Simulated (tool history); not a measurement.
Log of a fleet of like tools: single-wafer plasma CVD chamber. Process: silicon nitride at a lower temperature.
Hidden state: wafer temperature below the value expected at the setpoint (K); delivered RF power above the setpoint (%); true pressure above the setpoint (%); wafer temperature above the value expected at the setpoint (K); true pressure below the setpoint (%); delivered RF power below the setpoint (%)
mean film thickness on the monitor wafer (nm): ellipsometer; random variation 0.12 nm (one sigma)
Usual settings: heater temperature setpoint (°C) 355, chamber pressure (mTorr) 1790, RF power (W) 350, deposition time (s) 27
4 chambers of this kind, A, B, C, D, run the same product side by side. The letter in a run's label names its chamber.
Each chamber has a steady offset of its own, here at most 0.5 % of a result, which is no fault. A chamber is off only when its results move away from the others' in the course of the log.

run	hour	heater temperature setpoint (°C)	chamber pressure (mTorr)	RF power (W)	deposition time (s)	hours since the last thermocouple change	hours since the last RF generator calibration	hours since the last manometer calibration	read-back reference wafer on the same gauge, thickness_nm	mean film thickness on the monitor wafer (nm)
1D	4.1	355	1790	350	27	1918.1	277.2	1842.2	41.415	35.919
2A	8.5	355	1790	350	27	718.7	753.6	274.8	41.382	36.432
3B	13.6	355	1790	350	27	2065.7	296.9	1900.4	41.387	36.192
4C	16.2	355	1790	350	27	78.6	1425.3	674.1	41.42	36.439
5D	21.3	355	1790	350	27	1935.3	294.4	1859.4	41.422	35.98
6B	23.7	355	1790	350	27	2075.8	307	1910.5	41.415	36.195
7C	27.4	355	1790	350	27	89.8	1436.5	685.3	41.399	36.238
8A	30.9	355	1790	350	27	741.1	776	297.2	41.404	36.435
9D	36.3	355	1790	350	27	1950.3	309.4	1874.4	41.402	35.631
10A	39.1	355	1790	350	27	749.3	784.2	305.4	41.395	36.257
11B	44	365	1790	350	27	2096.1	327.3	1930.8	41.423	35.916
12C	48.6	365	1790	350	27	111	1457.7	706.5	41.411	36.109
13B	51.4	365	1790	350	27	2103.5	334.7	1938.2	41.382	36.034
14A	56.5	365	1790	350	27	766.7	801.6	322.8	41.437	35.877
15C	59.6	355	1790	350	27	122	1468.7	717.5	41.408	36.26
# hour 60.5: chamber C: RF generator calibrated
16D	64	355	1790	350	27	1978	337.1	1902.1	41.387	35.61
17A	67.8	355	1790	350	27	778	812.9	334.1	41.414	36.058
18B	73.2	355	1790	350	27	2125.3	356.5	1960	41.388	36.106
19D	78.5	355	1790	350	27	1992.5	351.6	1916.6	41.398	35.536
20C	84.1	355	1790	350	27	146.5	23.7	742	41.416	36.319
21C	87.9	355	1790	350	27	150.3	27.5	745.8	41.363	36.608
22B	93.4	355	1790	350	27	2145.5	376.7	1980.2	41.409	36.07
23A	96.9	355	1790	350	27	807.1	842	363.2	41.418	36.118
24D	102.5	355	1370	350	29.3	2016.5	375.6	1940.6	41.363	35.677
25A	107.8	355	1370	350	29.3	818	852.9	374.1	41.404	36.507
26B	111.7	355	1370	350	29.3	2163.8	395	1998.5	41.414	36.281
27C	114.4	355	1370	350	29.3	176.8	54	772.3	41.397	36.72
28D	116.8	355	1790	350	27	2030.8	389.9	1954.9	41.352	35.246
29C	120.8	355	1790	390	22.9	183.2	60.4	778.7	41.394	33.156
30A	126.1	355	1790	390	22.9	836.3	871.2	392.4	41.393	33.001
31D	128.9	355	1790	390	22.9	2042.9	402	1967	41.386	32.211
32B	132.3	355	1790	390	22.9	2184.4	415.6	2019.1	41.412	32.869
33B	136.3	355	1790	350	27	2188.4	419.6	2023.1	41.415	36.034
34C	139.5	355	1790	350	27	201.9	79.1	797.4	41.383	36.428
35A	143.9	355	1790	350	27	854.1	889	410.2	41.42	36.113
36D	147.3	355	1790	350	27	2061.3	420.4	1985.4	41.366	35.178
37C	150.7	355	1790	350	27	213.1	90.3	808.6	41.417	36.228
38D	155.2	355	1790	350	27	2069.2	428.3	1993.3	41.386	35.269
39B	157.8	355	1790	350	27	2209.9	441.1	2044.6	41.369	36.308
40A	161.2	355	1790	350	27	871.4	906.3	427.5	41.407	36.125
41A	164.5	355	1790	350	27	874.7	909.6	430.8	41.397	36.12
42B	167.7	355	1790	350	27	2219.8	451	2054.5	41.369	36.115
43D	171	355	1790	350	27	2085	444.1	2009.1	41.427	34.827

What goes on in this fleet: one chamber off, a drifting gauge, or nothing beyond the chambers' own small offsets? Name the chamber and the cause, if any.

Chamber D drifts away from the others.
Cause: delivered RF power below the setpoint (%) = 4.07.
The log may not tell that from: true pressure below the setpoint (%).

Here are 4 candidates for chamber D's next run, each the usual settings with a change, their results left as question marks. Which one brings its results back in line with what the others give on the usual settings?
In line means no further than this from the other chambers' mean on the usual settings: mean film thickness on the monitor wafer (nm) 0.43
44D-1	175.1	355	1820	360	28.2					?
44D-2	175.1	355	1840	365	27					?
44D-3	175.1	355	1760	340	25.8					?
44D-4	175.1	355	1790	330	27					?

The other chambers' mean on the usual settings: mean film thickness on the monitor wafer (nm) 36.177
run	mean film thickness on the monitor wafer (nm)
44D-1	37.364
44D-2	36.2
44D-3	32.661
44D-4	33.659
44D-2 brings the chamber back in line.
